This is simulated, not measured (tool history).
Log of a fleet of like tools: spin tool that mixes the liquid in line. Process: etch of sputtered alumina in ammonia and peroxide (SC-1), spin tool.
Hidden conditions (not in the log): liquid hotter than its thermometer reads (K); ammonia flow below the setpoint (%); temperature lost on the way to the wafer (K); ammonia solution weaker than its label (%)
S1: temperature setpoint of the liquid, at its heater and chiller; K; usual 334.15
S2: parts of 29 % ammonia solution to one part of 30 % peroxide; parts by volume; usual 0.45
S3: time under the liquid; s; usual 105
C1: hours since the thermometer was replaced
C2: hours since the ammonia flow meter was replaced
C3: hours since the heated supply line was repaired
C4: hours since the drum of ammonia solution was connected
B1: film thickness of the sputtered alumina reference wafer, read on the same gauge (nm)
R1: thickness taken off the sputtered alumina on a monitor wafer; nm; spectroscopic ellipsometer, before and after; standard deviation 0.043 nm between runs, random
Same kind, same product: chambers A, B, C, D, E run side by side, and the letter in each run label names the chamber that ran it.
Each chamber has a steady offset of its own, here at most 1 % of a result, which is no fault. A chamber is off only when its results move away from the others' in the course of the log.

run,day,S1,S2,S3,C1,C2,C3,C4,B1,R1
1E,0.392,334.15,0.45,105,475.2,91.8,2760.9,198.6,70.019,12.350
2D,0.712,334.15,0.45,105,72.0,59.9,87.2,570.8,70.007,12.380
3B,0.958,334.15,0.45,105,2894.1,557.4,1136.4,120.5,70.001,12.473
4A,1.150,334.15,0.45,105,834.8,151.2,353.9,405.4,70.004,12.359
# day 1.342: chamber E: heated supply line repaired
5C,1.517,334.15,0.45,105,55.0,71.7,816.9,244.6,69.995,12.380
6B,1.892,334.15,0.45,105,2916.5,579.8,1158.8,142.9,70.013,12.443
7D,2.196,334.15,0.45,105,107.6,95.5,122.8,606.4,69.982,12.384
8A,2.450,334.15,0.45,105,866.0,182.4,385.1,436.6,70.022,12.429
9E,2.704,334.15,0.45,105,530.7,147.3,32.8,254.1,69.999,12.365
10C,2.933,334.15,0.45,105,89.0,105.7,850.9,278.6,70.013,12.392
11E,3.233,334.15,0.45,105,543.4,160.0,45.5,266.8,69.995,12.375
12B,3.450,334.15,0.45,105,2953.9,617.2,1196.2,180.3,70.021,12.425
13A,3.662,334.15,0.45,105,895.1,211.5,414.2,465.7,70.004,12.257
14C,4.025,334.15,0.45,105,115.2,131.9,877.1,304.8,70.006,12.456
# day 4.150: chamber C: new drum of ammonia solution connected
15D,4.196,334.15,0.45,105,155.6,143.5,170.8,654.4,69.990,12.423
16B,4.396,334.15,0.45,105,2976.6,639.9,1218.9,203.0,70.018,12.425
17C,4.733,334.15,0.45,105,132.2,148.9,894.1,14.1,69.997,12.447
18A,5.000,334.15,0.45,105,927.2,243.6,446.3,497.8,69.989,12.341
19E,5.167,334.15,0.45,105,589.8,206.4,91.9,313.2,70.021,12.311
20D,5.433,334.15,0.45,105,185.3,173.2,200.5,684.1,70.014,12.459
21A,5.662,334.15,0.45,105,943.1,259.5,462.2,513.7,70.017,12.424
22D,5.883,334.15,0.45,105,196.1,184.0,211.3,694.9,70.004,12.434
23B,6.071,334.15,0.45,105,3016.8,680.1,1259.1,243.2,70.008,12.464
# day 6.283: chamber B: thermometer replaced
24C,6.338,334.15,0.45,105,170.7,187.4,932.6,52.6,69.993,12.341
25E,6.683,334.15,0.45,105,626.2,242.8,128.3,349.6,70.005,12.335
26B,6.883,334.15,0.45,105,14.5,699.6,1278.6,262.7,70.006,12.484
# day 7.054: chamber D: new drum of ammonia solution connected
27E,7.246,340.65,0.45,130,639.7,256.3,141.8,363.1,69.999,21.037
28C,7.442,340.65,0.45,130,197.2,213.9,959.1,79.1,69.979,21.246
29D,7.650,340.65,0.45,130,238.5,226.4,253.7,14.3,69.995,21.200
30A,7.992,340.65,0.45,130,999.0,315.4,518.1,569.6,69.997,21.276
# day 8.021: chamber E: new drum of ammonia solution connected
31A,8.246,340.65,0.45,130,1005.1,321.5,524.2,575.7,69.994,21.321
32B,8.504,330.15,0.45,105,53.4,738.5,1317.5,301.6,69.975,10.109
33E,8.783,330.15,0.45,105,676.6,293.2,178.7,18.3,70.000,10.093
34D,8.992,330.15,0.45,105,270.7,258.6,285.9,46.5,70.013,10.190
35C,9.250,330.15,0.45,105,240.6,257.3,1002.5,122.5,69.989,10.013
36E,9.433,330.15,0.45,105,692.2,308.8,194.3,33.9,69.984,10.081
37C,9.738,334.15,0.45,105,252.3,269.0,1014.2,134.2,69.983,12.408

All chambers now run identical settings, listed one chamber a line with results as question marks. What results will each chamber show?
38A,10.021,334.15,0.45,105,,,,,,?
38B,10.021,334.15,0.45,105,,,,,,?
38C,10.021,334.15,0.45,105,,,,,,?
38D,10.021,334.15,0.45,105,,,,,,?
38E,10.021,334.15,0.45,105,,,,,,?

run,R1
38A,12.431
38B,12.441
38C,12.373
38D,12.365
38E,12.395

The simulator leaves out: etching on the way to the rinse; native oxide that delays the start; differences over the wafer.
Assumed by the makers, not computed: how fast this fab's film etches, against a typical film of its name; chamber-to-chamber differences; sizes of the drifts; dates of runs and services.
